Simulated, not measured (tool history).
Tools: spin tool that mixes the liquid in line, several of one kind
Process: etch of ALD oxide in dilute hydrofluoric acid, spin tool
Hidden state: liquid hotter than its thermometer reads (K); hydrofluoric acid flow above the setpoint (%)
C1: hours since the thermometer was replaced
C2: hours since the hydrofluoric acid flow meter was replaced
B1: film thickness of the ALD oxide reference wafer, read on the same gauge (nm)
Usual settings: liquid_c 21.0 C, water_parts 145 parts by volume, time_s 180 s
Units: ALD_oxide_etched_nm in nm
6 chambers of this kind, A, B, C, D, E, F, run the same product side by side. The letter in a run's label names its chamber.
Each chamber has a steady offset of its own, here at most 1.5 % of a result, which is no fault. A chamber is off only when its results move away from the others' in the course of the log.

Run 1A, hour 3.4: usual settings; C1 906.2; C2 823.4; B1 79.992. Result: ALD_oxide_etched_nm 16.721 nm.
Run 2E, hour 7.4: usual settings; C1 1259.5; C2 863.2; B1 80.008. Result: ALD_oxide_etched_nm 16.483 nm.
Run 3F, hour 11.5: usual settings; C1 947.9; C2 371.6; B1 79.997. Result: ALD_oxide_etched_nm 16.371 nm.
Run 4D, hour 18.0: usual settings; C1 1700.8; C2 1562.8; B1 80.008. Result: ALD_oxide_etched_nm 16.551 nm.
Run 5B, hour 22.6: usual settings but water_parts 120 parts by volume; C1 1125.1; C2 1427.9; B1 79.973. Result: ALD_oxide_etched_nm 20.640 nm.
Run 6C, hour 28.8: usual settings but water_parts 120 parts by volume; C1 278.3; C2 2105.5; B1 80.038. Result: ALD_oxide_etched_nm 20.925 nm.
Run 7E, hour 32.2: usual settings but water_parts 120 parts by volume; C1 1284.3; C2 888.0; B1 79.990. Result: ALD_oxide_etched_nm 20.357 nm.
Run 8B, hour 36.1: usual settings but water_parts 120 parts by volume; C1 1138.6; C2 1441.4; B1 79.965. Result: ALD_oxide_etched_nm 20.625 nm.
Run 9D, hour 42.4: usual settings but water_parts 120 parts by volume; C1 1725.2; C2 1587.2; B1 79.982. Result: ALD_oxide_etched_nm 20.509 nm.
Run 10F, hour 47.1: usual settings but water_parts 120 parts by volume; C1 983.5; C2 407.2; B1 79.997. Result: ALD_oxide_etched_nm 20.397 nm.
At hour 49.0: chamber A: thermometer replaced.
Run 11A, hour 52.9: usual settings; C1 3.9; C2 872.9; B1 79.997. Result: ALD_oxide_etched_nm 16.723 nm.
Run 12C, hour 58.5: usual settings; C1 308.0; C2 2135.2; B1 80.019. Result: ALD_oxide_etched_nm 16.719 nm.
Run 13A, hour 63.5: usual settings but water_parts 80 parts by volume; C1 14.5; C2 883.5; B1 80.004. Result: ALD_oxide_etched_nm 32.219 nm.
At hour 63.7: chamber C: hydrofluoric acid flow meter replaced.
Run 14F, hour 67.7: usual settings but water_parts 80 parts by volume; C1 1004.1; C2 427.8; B1 80.003. Result: ALD_oxide_etched_nm 32.112 nm.
Run 15B, hour 72.3: usual settings but water_parts 80 parts by volume; C1 1174.8; C2 1477.6; B1 79.997. Result: ALD_oxide_etched_nm 32.581 nm.
Run 16E, hour 78.7: usual settings but water_parts 80 parts by volume; C1 1330.8; C2 934.5; B1 79.993. Result: ALD_oxide_etched_nm 32.356 nm.
Run 17C, hour 82.7: usual settings but water_parts 80 parts by volume; C1 332.2; C2 19.1; B1 80.000. Result: ALD_oxide_etched_nm 33.067 nm.
Run 18D, hour 87.1: usual settings but water_parts 80 parts by volume; C1 1769.9; C2 1631.9; B1 80.012. Result: ALD_oxide_etched_nm 31.887 nm.
Run 19D, hour 93.0: usual settings; C1 1775.8; C2 1637.8; B1 79.998. Result: ALD_oxide_etched_nm 16.561 nm.
Run 20B, hour 95.9: usual settings; C1 1198.4; C2 1501.2; B1 80.017. Result: ALD_oxide_etched_nm 16.485 nm.
Run 21C, hour 99.0: usual settings; C1 348.5; C2 35.4; B1 79.994. Result: ALD_oxide_etched_nm 16.819 nm.
Run 22F, hour 104.3: usual settings but liquid_c 23.5 C, water_parts 185 parts by volume; C1 1040.7; C2 464.4; B1 79.999. Result: ALD_oxide_etched_nm 13.446 nm.
Run 23E, hour 109.4: usual settings but liquid_c 23.5 C, water_parts 185 parts by volume; C1 1361.5; C2 965.2; B1 80.007. Result: ALD_oxide_etched_nm 13.555 nm.
Run 24A, hour 115.8: usual settings but liquid_c 23.5 C, water_parts 185 parts by volume; C1 66.8; C2 935.8; B1 80.003. Result: ALD_oxide_etched_nm 13.890 nm.
Run 25F, hour 121.6: usual settings but liquid_c 23.5 C, water_parts 185 parts by volume; C1 1058.0; C2 481.7; B1 80.001. Result: ALD_oxide_etched_nm 13.390 nm.
Run 26A, hour 126.3: usual settings but liquid_c 23.5 C, water_parts 185 parts by volume; C1 77.3; C2 946.3; B1 80.025. Result: ALD_oxide_etched_nm 13.866 nm.
Run 27D, hour 131.5: usual settings but liquid_c 23.5 C, water_parts 185 parts by volume; C1 1814.3; C2 1676.3; B1 79.997. Result: ALD_oxide_etched_nm 13.691 nm.
Run 28C, hour 134.6: usual settings; C1 384.1; C2 71.0; B1 80.021. Result: ALD_oxide_etched_nm 16.717 nm.
Run 29E, hour 140.2: usual settings; C1 1392.3; C2 996.0; B1 79.976. Result: ALD_oxide_etched_nm 16.451 nm.
Run 30B, hour 146.5: usual settings; C1 1249.0; C2 1551.8; B1 79.968. Result: ALD_oxide_etched_nm 16.473 nm.
Run 31E, hour 150.1: usual settings; C1 1402.2; C2 1005.9; B1 80.023. Result: ALD_oxide_etched_nm 16.294 nm.
Run 32D, hour 156.0: usual settings; C1 1838.8; C2 1700.8; B1 80.008. Result: ALD_oxide_etched_nm 16.499 nm.
Run 33C, hour 159.4: usual settings; C1 408.9; C2 95.8; B1 79.985. Result: ALD_oxide_etched_nm 16.776 nm.
Run 34F, hour 163.4: usual settings; C1 1099.8; C2 523.5; B1 80.006. Result: ALD_oxide_etched_nm 16.440 nm.
Run 35B, hour 167.2: usual settings but water_parts 115 parts by volume; C1 1269.7; C2 1572.5; B1 80.011. Result: ALD_oxide_etched_nm 21.528 nm.
Run 36A, hour 173.2: usual settings but water_parts 115 parts by volume; C1 124.2; C2 993.2; B1 80.018. Result: ALD_oxide_etched_nm 21.821 nm.
Run 37F, hour 177.6: usual settings but water_parts 115 parts by volume; C1 1114.0; C2 537.7; B1 79.996. Result: ALD_oxide_etched_nm 21.378 nm.
Run 38A, hour 181.9: usual settings but water_parts 115 parts by volume; C1 132.9; C2 1001.9; B1 79.980. Result: ALD_oxide_etched_nm 21.815 nm.
Run 39B, hour 185.3: usual settings but water_parts 115 parts by volume; C1 1287.8; C2 1590.6; B1 79.994. Result: ALD_oxide_etched_nm 21.683 nm.

All 6 chambers run these settings next. Forecast each chamber's results:
Run 40A, hour 190.0: usual settings but liquid_c 24.5 C. Result: ALD_oxide_etched_nm ?.
Run 40B, hour 190.0: usual settings but liquid_c 24.5 C. Result: ALD_oxide_etched_nm ?.
Run 40C, hour 190.0: usual settings but liquid_c 24.5 C. Result: ALD_oxide_etched_nm ?.
Run 40D, hour 190.0: usual settings but liquid_c 24.5 C. Result: ALD_oxide_etched_nm ?.
Run 40E, hour 190.0: usual settings but liquid_c 24.5 C. Result: ALD_oxide_etched_nm ?.
Run 40F, hour 190.0: usual settings but liquid_c 24.5 C. Result: ALD_oxide_etched_nm ?.

run  ALD_oxide_etched_nm
40A               19.223
40B               18.876
40C               19.001
40D               18.900
40E               18.639
40F               18.689

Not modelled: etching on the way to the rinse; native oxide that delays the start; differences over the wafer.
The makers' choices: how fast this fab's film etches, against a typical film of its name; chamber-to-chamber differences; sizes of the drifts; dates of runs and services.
